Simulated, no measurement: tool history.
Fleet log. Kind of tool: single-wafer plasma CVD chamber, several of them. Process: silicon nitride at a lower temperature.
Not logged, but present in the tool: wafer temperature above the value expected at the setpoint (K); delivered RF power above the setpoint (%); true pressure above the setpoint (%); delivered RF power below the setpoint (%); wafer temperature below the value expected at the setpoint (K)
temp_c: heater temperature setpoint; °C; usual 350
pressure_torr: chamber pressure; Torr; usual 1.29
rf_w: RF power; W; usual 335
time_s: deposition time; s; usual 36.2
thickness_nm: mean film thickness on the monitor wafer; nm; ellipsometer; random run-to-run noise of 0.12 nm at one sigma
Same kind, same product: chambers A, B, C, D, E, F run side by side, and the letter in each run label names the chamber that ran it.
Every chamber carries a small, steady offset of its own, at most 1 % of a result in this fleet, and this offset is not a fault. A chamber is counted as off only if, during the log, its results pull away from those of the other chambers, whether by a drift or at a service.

run   hour  temp_c  pressure_torr  rf_w  time_s  hours since the last thermocouple change  hours since the last RF generator calibration  hours since the last manometer calibration  read-back reference wafer on the same gauge, thickness_nm  thickness_nm
 1F    9.2     350           1.29   335    36.2                                    1368.5                                          590.5                                       581.0                                                     47.287        42.704
 2B   18.9     350           1.29   335    36.2                                    1143.0                                          302.2                                       967.5                                                     47.296        43.457
 3A   28.6     350           1.29   335    36.2                                    1531.4                                         1289.1                                       958.2                                                     47.284        42.765
 4E   33.4     350           1.29   335    36.2                                     589.8                                         1788.5                                      1403.7                                                     47.281        43.464
 5D   40.6     350           1.29   335    36.2                                    1134.2                                          193.1                                      1078.2                                                     47.320        42.972
 6C   45.4     350           1.29   335    36.2                                     178.5                                         1083.6                                       545.1                                                     47.299        43.307
 7E   50.4     350           1.29   335    36.2                                     606.8                                         1805.5                                      1420.7                                                     47.302        43.294
      55.9  -- chamber D: thermocouple changed; heater temperature recalibrated
 8D   57.7     350           1.29   335    36.2                                       1.8                                          210.2                                      1095.3                                                     47.294        42.871
 9F   67.9     350           1.29   335    36.2                                    1427.2                                          649.2                                       639.7                                                     47.315        42.933
10A   78.3     339           1.29   335    36.2                                    1581.1                                         1338.8                                      1007.9                                                     47.302        43.070
11C   87.8     339           1.29   335    36.2                                     220.9                                         1126.0                                       587.5                                                     47.295        43.378
12B   93.5     339           1.29   335    36.2                                    1217.6                                          376.8                                      1042.1                                                     47.263        43.376
13A   98.6     339           1.29   335    36.2                                    1601.4                                         1359.1                                      1028.2                                                     47.319        42.869
14F  106.4     339           1.29   335    36.2                                    1465.7                                          687.7                                       678.2                                                     47.296        42.961
15B  115.9     339           1.29   335    36.2                                    1240.0                                          399.2                                      1064.5                                                     47.300        43.490
16C  124.9     350           1.29   335    36.2                                     258.0                                         1163.1                                       624.6                                                     47.325        43.260
17D  133.9     350           1.29   335    36.2                                      78.0                                          286.4                                      1171.5                                                     47.317        42.773
18E  139.6     350           1.29   335    36.2                                     696.0                                         1894.7                                      1509.9                                                     47.309        43.371
19A  148.6     350           1.29   335    36.2                                    1651.4                                         1409.1                                      1078.2                                                     47.317        42.904
20D  155.5     350           1.29   335    36.2                                      99.6                                          308.0                                      1193.1                                                     47.280        43.027
     157.1  -- chamber B: capacitance manometer re-zeroed and calibrated
21F  163.9     350           1.08   335    30.4                                    1523.2                                          745.2                                       735.7                                                     47.298        34.290
22B  173.3     350           1.08   335    30.4                                    1297.4                                          456.6                                        16.3                                                     47.290        34.276
23E  180.9     350           1.08   335    30.4                                     737.3                                         1936.0                                      1551.2                                                     47.288        34.346
24C  188.3     350           1.08   335    30.4                                     321.4                                         1226.5                                       688.0                                                     47.330        34.513
25B  193.0     350           1.08   335    30.4                                    1317.1                                          476.3                                        36.0                                                     47.311        34.442
26D  198.5     350           1.08   335    30.4                                     142.6                                          351.0                                      1236.1                                                     47.310        34.344
27C  204.9     350           1.29   335    36.2                                     338.0                                         1243.1                                       704.6                                                     47.325        43.055
28F  210.0     350           1.29   335    36.2                                    1569.3                                          791.3                                       781.8                                                     47.329        42.826
29A  214.7     350           1.29   335    36.2                                    1717.5                                         1475.2                                      1144.3                                                     47.287        42.917
30E  225.1     350           1.29   335    36.2                                     781.5                                         1980.2                                      1595.4                                                     47.321        43.603
31C  235.4     350           1.29   335    36.2                                     368.5                                         1273.6                                       735.1                                                     47.346        43.329
     236.4  -- chamber E: capacitance manometer re-zeroed and calibrated
32B  245.6     350           1.29   335    36.2                                    1369.7                                          528.9                                        88.6                                                     47.284        43.394
33F  251.2     350           1.29   335    36.2                                    1610.5                                          832.5                                       823.0                                                     47.290        42.726
34A  256.9     350           1.29   335    36.2                                    1759.7                                         1517.4                                      1186.5                                                     47.280        42.748
35D  265.4     350           1.29   335    36.2                                     209.5                                          417.9                                      1303.0                                                     47.305        42.937
     268.7  -- chamber E: RF generator calibrated
36E  274.0     350           1.29   335    36.2                                     830.4                                            5.4                                        37.6                                                     47.325        43.353
37F  280.2     350           1.29   335    36.2                                    1639.5                                          861.5                                       852.0                                                     47.311        42.776
38B  289.1     350           1.29   335    36.2                                    1413.2                                          572.4                                       132.1                                                     47.303        43.355
39D  294.4     350           1.29   335    36.2                                     238.5                                          446.9                                      1332.0                                                     47.318        42.886
     299.6  -- chamber C: RF generator calibrated
40E  302.3     350           1.59   335    36.2                                     858.7                                           33.7                                        65.9                                                     47.282        45.990
41A  309.1     350           1.59   335    36.2                                    1811.9                                         1569.6                                      1238.7                                                     47.272        45.558
42C  319.4     350           1.59   335    36.2                                     452.5                                           19.9                                       819.1                                                     47.268        45.822

The same settings go to every chamber for the next run, one line per chamber below. Forecast the results for each:
43A  327.0     350           1.29   335    36.2                                                                                                                                                                                                             ?
43B  327.0     350           1.29   335    36.2                                                                                                                                                                                                             ?
43C  327.0     350           1.29   335    36.2                                                                                                                                                                                                             ?
43D  327.0     350           1.29   335    36.2                                                                                                                                                                                                             ?
43E  327.0     350           1.29   335    36.2                                                                                                                                                                                                             ?
43F  327.0     350           1.29   335    36.2                                                                                                                                                                                                             ?

run  thickness_nm
43A        42.818
43B        43.406
43C        43.040
43D        42.850
43E        43.246
43F        43.142
